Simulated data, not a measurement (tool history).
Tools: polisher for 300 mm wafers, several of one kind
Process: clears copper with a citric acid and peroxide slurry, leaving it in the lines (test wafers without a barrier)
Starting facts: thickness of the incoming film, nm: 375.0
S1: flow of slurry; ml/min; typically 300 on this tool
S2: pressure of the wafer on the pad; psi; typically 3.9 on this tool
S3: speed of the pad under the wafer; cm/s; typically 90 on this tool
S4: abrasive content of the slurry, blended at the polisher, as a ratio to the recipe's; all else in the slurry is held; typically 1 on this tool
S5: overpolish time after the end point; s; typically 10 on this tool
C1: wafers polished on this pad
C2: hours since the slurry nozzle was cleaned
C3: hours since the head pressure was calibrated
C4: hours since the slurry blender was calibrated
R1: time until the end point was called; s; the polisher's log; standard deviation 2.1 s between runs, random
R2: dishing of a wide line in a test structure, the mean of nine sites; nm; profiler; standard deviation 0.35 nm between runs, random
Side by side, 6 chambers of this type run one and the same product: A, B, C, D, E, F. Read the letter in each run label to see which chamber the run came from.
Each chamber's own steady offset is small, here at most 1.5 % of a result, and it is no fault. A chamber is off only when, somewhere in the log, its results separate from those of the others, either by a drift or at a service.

run   hour   S1   S2  S3  S4  S5    C1     C2     C3     C4      R1      R2
       1.5  -- chamber D: slurry nozzle cleaned
 1F    4.2  300  3.9  90   1  10   551  283.4  346.8  198.7   171.3  16.648
       6.7  -- chamber A: slurry blender recalibrated
       8.1  -- chamber D: worn pad replaced by a new one
 2D    9.5  300  3.9  90   1  10    10      8  515.2  133.3  173.54  16.328
      12.2  -- chamber A: worn pad replaced by a new one
 3E     16  300  3.9  90   1  10   738  299.9    499  144.5  175.96  16.554
 4A   20.7  300  3.9  90   1  10    60  423.9  171.3     14  168.88  16.291
      25.3  -- chamber E: slurry nozzle cleaned
 5C   26.3  300  3.9  90   1  10   327   29.3   29.5   42.9  167.84  16.368
      31.1  -- chamber D: head pressure recalibrated
 6B   31.8  300  3.9  90   1  10  1109  262.5  478.8  161.7  169.93  16.362
      31.9  -- chamber F: worn pad replaced by a new one
 7D   36.6  300  4.5  90   1   5   201   35.1    5.6  160.4   150.4   9.623
      41.5  -- chamber A: slurry nozzle cleaned
 8A   42.7  300  4.5  90   1   5   215    1.3  193.3     36  146.94  9.4969
      47.4  -- chamber B: slurry blender recalibrated
 9B   50.1  300  4.5  90   1   5  1239  280.8  497.1    2.7  148.65  9.7532
      51.9  -- chamber B: worn pad replaced by a new one
      52.5  -- chamber B: slurry nozzle cleaned
10C   56.1  300  4.5  90   1   5   538   59.1   59.3   72.7  146.62  9.8374
        58  -- chamber E: worn pad replaced by a new one
11F   61.1  300  4.5  90   1   5   206  340.3  403.7  255.6  150.73  9.6993
      62.9  -- chamber C: worn pad replaced by a new one
12E   65.5  300  4.5  90   1   5    53   40.2  548.5    194  145.26  9.6029
13E   71.8  265  3.9  90   1  15    97   46.5  554.8  200.3  176.37  23.551
14C   78.6  265  3.9  90   1  15   111   81.6   81.8   95.2  172.83  24.118
15D   85.9  265  3.9  90   1  15   549   84.4   54.9  209.7  173.92  23.463
16A   90.3  265  3.9  90   1  15   552   48.9  240.9   83.6  166.96  23.767
17F   94.8  265  3.9  90   1  15   444    374  437.4  289.3  176.51  23.211
18B   98.4  265  3.9  90   1  15   329   45.9  545.4     51   171.6  24.972
     101.1  -- chamber D: worn pad replaced by a new one
19C  102.9  300  3.9  90   1  10   282  105.9  106.1  119.5  167.91  16.366
20F  109.9  300  3.9  90   1  10   551  389.1  452.5  304.4  176.33  15.851
21D  114.9  300  3.9  90   1  10    97  113.4   83.9  238.7  176.08  16.983
22E  118.8  300  3.9  90   1  10   429   93.5  601.8  247.3   169.5  16.941
     120.4  -- chamber A: worn pad replaced by a new one
23A  122.4  300  3.9  90   1  10    14     81    273  115.7  167.52  16.532
     123.1  -- chamber B: head pressure recalibrated
24B  127.1  300  3.9  90   1  10   531   74.6    4.1   79.7  168.31  16.736
25F  130.4  300  3.9  90   1  10   695  409.6    473  324.9  179.93  15.217
26C  134.9  300  3.9  90   1  10   508  137.9  138.1  151.5   170.7  16.096
       138  -- chamber C: worn pad replaced by a new one
27D  139.5  300  3.9  90   1  15   271    138  108.5  263.3  172.33  24.214
28A  143.4  300  3.9  90   1  15   162    102    294  136.7  165.86   24.07
29B  146.8  300  3.9  90   1  15   671   94.3   23.8   99.4  168.67  24.623
     152.1  -- chamber E: slurry blender recalibrated
30E  153.4  300  3.9  90   1  15   674  128.1  636.4    1.3  173.65  24.796
     154.2  -- chamber F: worn pad replaced by a new one
31F  158.9  300  3.9  90   1  15    33  438.1  501.5  353.4  181.83  22.438
32E  165.2  300  3.9  90   1  15   757  139.9  648.2   13.1  171.75  23.518
33C  171.1  300  3.9  90   1  10   234  174.1  174.3  187.7  167.52  16.543
34A  175.8  300  3.9  90   1  10   391  134.4  326.4  169.1   169.1  16.009
     179.1  -- chamber D: worn pad replaced by a new one
35B  182.8  300  3.9  90   1  10   925  130.3   59.8  135.4     175  16.593
36D  186.3  300  4.4  90   1  14    51  184.8  155.3  310.1  153.59   25.95
     188.2  -- chamber B: slurry blender recalibrated
37F  193.2  300  4.4  90   1  14   275  472.4  535.8  387.7  163.06  22.919
       196  -- chamber E: worn pad replaced by a new one
     197.7  -- chamber D: slurry blender recalibrated
38A  199.9  300  4.4  90   1  14   561  158.5  350.5  193.2  152.02   25.28
39B  207.1  300  4.4  90   1  14  1096  154.6   84.1     19     150  25.541
40D  211.2  300  4.4  90   1  14   227  209.7  180.2   13.6  151.25  26.067
41E  218.3  300  4.4  90   1  14   157    193  701.3   66.2  148.82  25.095
42C  223.7  300  3.9  90   1  10   605  226.7  226.9  240.3  169.69  16.022

All chambers now run identical settings, listed one chamber a line with results as question marks. What results will each chamber show?
43A  229.3  300  3.9  90   1   7                   ?   ?
43B  229.3  300  3.9  90   1   7                   ?   ?
43C  229.3  300  3.9  90   1   7                   ?   ?
43D  229.3  300  3.9  90   1   7                   ?   ?
43E  229.3  300  3.9  90   1   7                   ?   ?
43F  229.3  300  3.9  90   1   7                   ?   ?

run      R1      R2
43A  166.94  11.605
43B  172.38  11.729
43C  172.13  11.939
43D  176.58   11.54
43E  167.62  11.667
43F  186.99  10.501

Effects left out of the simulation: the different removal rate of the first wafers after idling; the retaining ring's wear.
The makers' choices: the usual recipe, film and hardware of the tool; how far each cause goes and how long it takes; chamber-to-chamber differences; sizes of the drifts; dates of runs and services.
